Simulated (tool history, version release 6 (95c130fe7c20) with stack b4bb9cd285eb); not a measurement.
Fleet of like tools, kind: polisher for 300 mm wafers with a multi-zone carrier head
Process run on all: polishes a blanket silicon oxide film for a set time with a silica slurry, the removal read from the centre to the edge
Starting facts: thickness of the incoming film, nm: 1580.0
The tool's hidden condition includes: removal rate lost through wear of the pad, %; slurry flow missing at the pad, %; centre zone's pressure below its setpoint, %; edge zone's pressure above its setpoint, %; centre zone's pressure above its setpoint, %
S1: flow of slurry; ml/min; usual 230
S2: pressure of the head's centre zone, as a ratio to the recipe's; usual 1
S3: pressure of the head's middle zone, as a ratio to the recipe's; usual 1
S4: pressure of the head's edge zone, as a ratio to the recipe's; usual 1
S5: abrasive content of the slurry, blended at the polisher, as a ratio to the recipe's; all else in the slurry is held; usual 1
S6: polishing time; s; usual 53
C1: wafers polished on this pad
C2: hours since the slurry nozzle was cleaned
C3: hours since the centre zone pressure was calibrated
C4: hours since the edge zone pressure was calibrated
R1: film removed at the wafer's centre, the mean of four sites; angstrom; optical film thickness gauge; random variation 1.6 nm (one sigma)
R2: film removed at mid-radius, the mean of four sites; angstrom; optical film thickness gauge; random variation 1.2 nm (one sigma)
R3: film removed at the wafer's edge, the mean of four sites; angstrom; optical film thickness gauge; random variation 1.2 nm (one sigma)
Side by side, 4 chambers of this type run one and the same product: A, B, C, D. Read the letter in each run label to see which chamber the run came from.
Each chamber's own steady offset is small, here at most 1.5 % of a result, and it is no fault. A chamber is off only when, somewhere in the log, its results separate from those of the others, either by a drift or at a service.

run,hour,S1,S2,S3,S4,S5,S6,C1,C2,C3,C4,R1,R2,R3
# hour 1.7: chamber A: worn pad replaced by a new one
1D,2.4,230,1,1,1,1,53,244,214.9,72.6,268.5,1240.1,1267.2,1265.4
2C,6.6,230,1,1,1,1,53,120,324.5,57.4,450.1,1267.7,1244.5,1286
3A,9.4,230,1,1,1,1,53,82,101.6,87.8,1139.4,1244.3,1259.8,1247.8
4B,12.3,230,1,1,1,1,53,801,59.3,105.4,337.1,1228,1264.4,1238.5
5B,15.5,230,1,1,1,1,53,835,62.5,108.6,340.3,1252.7,1268,1265.2
6D,18.6,205,1,1,1,1,53,416,231.1,88.8,284.7,1216.2,1251.6,1246.5
7A,21,205,1,1,1,1,53,206,113.2,99.4,1151,1220.5,1247.7,1251.6
8C,24.3,205,1,1,1,1,53,309,342.2,75.1,467.8,1225.1,1253.8,1273.8
# hour 26: chamber B: worn pad replaced by a new one
9A,26.3,205,1,1,1,1,53,262,118.5,104.7,1156.3,1203.6,1245.4,1242.3
10B,28.4,230,1,1,1,1,53,26,75.4,121.5,353.2,1264.1,1249,1260.5
11D,31,230,1,1,1,1,53,549,243.5,101.2,297.1,1234.6,1239.3,1267.1
12C,33.6,230,1,1,1,1,53,408,351.5,84.4,477.1,1272.1,1260.8,1288.3
13D,35.5,230,1,1,1,1,53,597,248,105.7,301.6,1225.1,1255.8,1272.4
14B,38.1,230,1,1,1,1,53,129,85.1,131.2,362.9,1235.6,1261.6,1266.2
15C,40.7,230,1,1,1,1.25,53,483,358.6,91.5,484.2,1389.6,1411.3,1414.3
16A,44,230,1,1,1,1.25,53,451,136.2,122.4,1174,1347.4,1413.8,1411.4
17C,48.3,230,1,1,1,1.25,53,564,366.2,99.1,491.8,1404.5,1406.7,1413.8
18A,50.4,230,1,1,1,1.25,53,519,142.6,128.8,1180.4,1355.9,1369.7,1371.1
19B,52.9,230,1,1,1,1,53,287,99.9,146,377.7,1230.8,1248.3,1242.9
20D,56.5,230,1,1,1.07,0.8,53,820,269,126.7,322.6,1086.6,1084.6,1172.9
21B,60.1,230,1,1,1.07,0.8,53,363,107.1,153.2,384.9,1124,1136.3,1158.9
22C,63.6,230,1,1,1.07,0.8,53,727,381.5,114.4,507.1,1122.3,1134.6,1176.8
23A,67.1,230,1,1,1.07,0.8,53,697,159.3,145.5,1197.1,1127,1167.5,1172.8
24D,70.5,230,1,1,1,1,53,969,283,140.7,336.6,1190.4,1210.2,1214
25D,73.4,230,0.92,1,1,1.25,53,1000,285.9,143.6,339.5,1171,1338.7,1334.1
26A,75.4,230,0.92,1,1,1.25,53,785,167.6,153.8,1205.4,1245.2,1394.8,1377.4
# hour 76.1: chamber C: worn pad replaced by a new one
# hour 77.3: chamber D: slurry nozzle cleaned
27C,79.5,230,0.92,1,1,1.25,53,37,397.4,130.3,523,1279.6,1403.8,1417.8
# hour 79.6: chamber A: worn pad replaced by a new one
28B,81.6,230,0.92,1,1,1.25,53,592,128.6,174.7,406.4,1264.2,1404.3,1391.7
29C,84.6,230,1,1,1,1,53,91,402.5,135.4,528.1,1257.3,1276.4,1257.3
30B,88.5,230,1,1,1,1,53,666,135.5,181.6,413.3,1232.1,1251.2,1248.6
# hour 90.6: chamber D: edge zone pressure recalibrated
31A,92.3,230,1,1,1,1,53,136,184.5,170.7,1222.3,1244.9,1272,1277.4
32D,95.4,230,1,1,1,1,53,1235,18.1,165.6,4.9,1168.8,1180.9,1190.1
33B,97.7,230,1,1,1,1,53,764,144.7,190.8,422.5,1228.3,1266.8,1243.6
34D,101.2,230,1,1,1,1,53,1296,23.9,171.4,10.7,1164.8,1177,1179.2
35C,105,230,1,1,1,1,53,308,422.9,155.8,548.5,1271,1263.3,1291.4
36A,107.5,230,1,1,1,1,53,298,199.7,185.9,1237.5,1259,1264.7,1251
37C,111.6,230,1,1,1,1,53,379,429.5,162.4,555.1,1251.1,1265.8,1303.1

Next, every chamber runs the same settings. What will each give?
38A,114.8,230,1,1,1,0.9,53,,,,,?,?,?
38B,114.8,230,1,1,1,0.9,53,,,,,?,?,?
38C,114.8,230,1,1,1,0.9,53,,,,,?,?,?
38D,114.8,230,1,1,1,0.9,53,,,,,?,?,?

run,R1,R2,R3
38A,1208.6,1203.4,1207.1
38B,1197.9,1212.4,1193.8
38C,1178.9,1208.5,1211.2
38D,1100.9,1113.1,1114.9

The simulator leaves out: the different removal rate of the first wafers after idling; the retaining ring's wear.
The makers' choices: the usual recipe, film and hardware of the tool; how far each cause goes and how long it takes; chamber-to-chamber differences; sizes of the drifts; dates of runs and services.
